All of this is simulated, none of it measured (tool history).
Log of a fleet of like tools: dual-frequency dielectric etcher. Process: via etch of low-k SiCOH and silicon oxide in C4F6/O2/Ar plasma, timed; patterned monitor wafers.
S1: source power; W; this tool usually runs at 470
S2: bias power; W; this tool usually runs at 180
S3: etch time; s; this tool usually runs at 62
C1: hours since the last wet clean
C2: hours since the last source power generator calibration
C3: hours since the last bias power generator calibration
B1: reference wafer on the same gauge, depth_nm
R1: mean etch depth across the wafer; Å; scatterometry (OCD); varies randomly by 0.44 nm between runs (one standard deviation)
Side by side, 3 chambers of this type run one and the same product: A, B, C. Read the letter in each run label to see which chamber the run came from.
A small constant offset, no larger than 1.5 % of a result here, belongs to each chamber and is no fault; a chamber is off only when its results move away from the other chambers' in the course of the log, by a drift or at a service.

| run | hour | S1 | S2 | S3 | C1 | C2 | C3 | B1 | R1 |
|---|---|---|---|---|---|---|---|---|---|
| 1C | 4.5 | 470 | 180 | 62 | 312.3 | 3046.3 | 1519.3 | 145.02 | 1730.3 |
| 2B | 8.2 | 470 | 180 | 62 | 448.2 | 54.2 | 858.3 | 144.97 | 1724.8 |
| 3A | 11.8 | 470 | 180 | 62 | 386.3 | 281.7 | 2649.2 | 145 | 1698.9 |
| 4C | 16.2 | 470 | 180 | 62 | 324 | 3058 | 1531 | 145.04 | 1725.6 |
| 5B | 21 | 470 | 180 | 62 | 461 | 67 | 871.1 | 144.87 | 1727.8 |
| 6A | 25.3 | 470 | 180 | 62 | 399.8 | 295.2 | 2662.7 | 144.88 | 1693.1 |
| 7B | 29.6 | 470 | 180 | 62 | 469.6 | 75.6 | 879.7 | 145.06 | 1715 |
| 8A | 33.4 | 470 | 180 | 62 | 407.9 | 303.3 | 2670.8 | 144.97 | 1695.3 |
|  | 34 | chamber A: wet clean of the chamber |
| 9C | 35.7 | 470 | 180 | 62 | 343.5 | 3077.5 | 1550.5 | 145.02 | 1731.7 |
| 10B | 39.5 | 470 | 180 | 62 | 479.5 | 85.5 | 889.6 | 144.96 | 1726.9 |
| 11C | 41.8 | 470 | 180 | 62 | 349.6 | 3083.6 | 1556.6 | 145.01 | 1731.7 |
| 12A | 45.5 | 470 | 180 | 62 | 11.6 | 315.4 | 2682.9 | 144.99 | 1698.2 |
| 13C | 50.4 | 470 | 180 | 62 | 358.2 | 3092.2 | 1565.2 | 144.95 | 1730.4 |
| 14B | 53.4 | 470 | 180 | 62 | 493.4 | 99.4 | 903.5 | 145.04 | 1729.7 |
| 15A | 57.8 | 470 | 180 | 62 | 23.9 | 327.7 | 2695.2 | 144.96 | 1702.1 |
| 16C | 62.5 | 400 | 180 | 62 | 370.3 | 3104.3 | 1577.3 | 144.97 | 1625.6 |
| 17A | 66.5 | 400 | 180 | 62 | 32.6 | 336.4 | 2703.9 | 144.91 | 1597.9 |
| 18B | 71.4 | 400 | 180 | 62 | 511.4 | 117.4 | 921.5 | 145.05 | 1620.9 |
|  | 72.8 | chamber B: wet clean of the chamber |
| 19A | 75.3 | 470 | 180 | 62 | 41.4 | 345.2 | 2712.7 | 145.01 | 1697.8 |
| 20B | 80.1 | 470 | 180 | 62 | 7.3 | 126.1 | 930.2 | 144.96 | 1722.2 |
| 21C | 84.4 | 470 | 180 | 62 | 392.2 | 3126.2 | 1599.2 | 145.02 | 1735 |
| 22B | 87.5 | 470 | 180 | 62 | 14.7 | 133.5 | 937.6 | 145 | 1722.3 |
| 23C | 90.8 | 470 | 149 | 49 | 398.6 | 3132.6 | 1605.6 | 144.99 | 1289.8 |
| 24A | 94.3 | 470 | 149 | 49 | 60.4 | 364.2 | 2731.7 | 144.88 | 1260.5 |

For the next run the whole fleet of 3 chambers uses the same settings. Give each chamber's results:
| 25A | 97.9 | 470 | 180 | 48 |  |  |  |  | ? |
| 25B | 97.9 | 470 | 180 | 48 |  |  |  |  | ? |
| 25C | 97.9 | 470 | 180 | 48 |  |  |  |  | ? |

| run | R1 |
|---|---|
| 25A | 1312.3 |
| 25B | 1337.8 |
| 25C | 1339.3 |
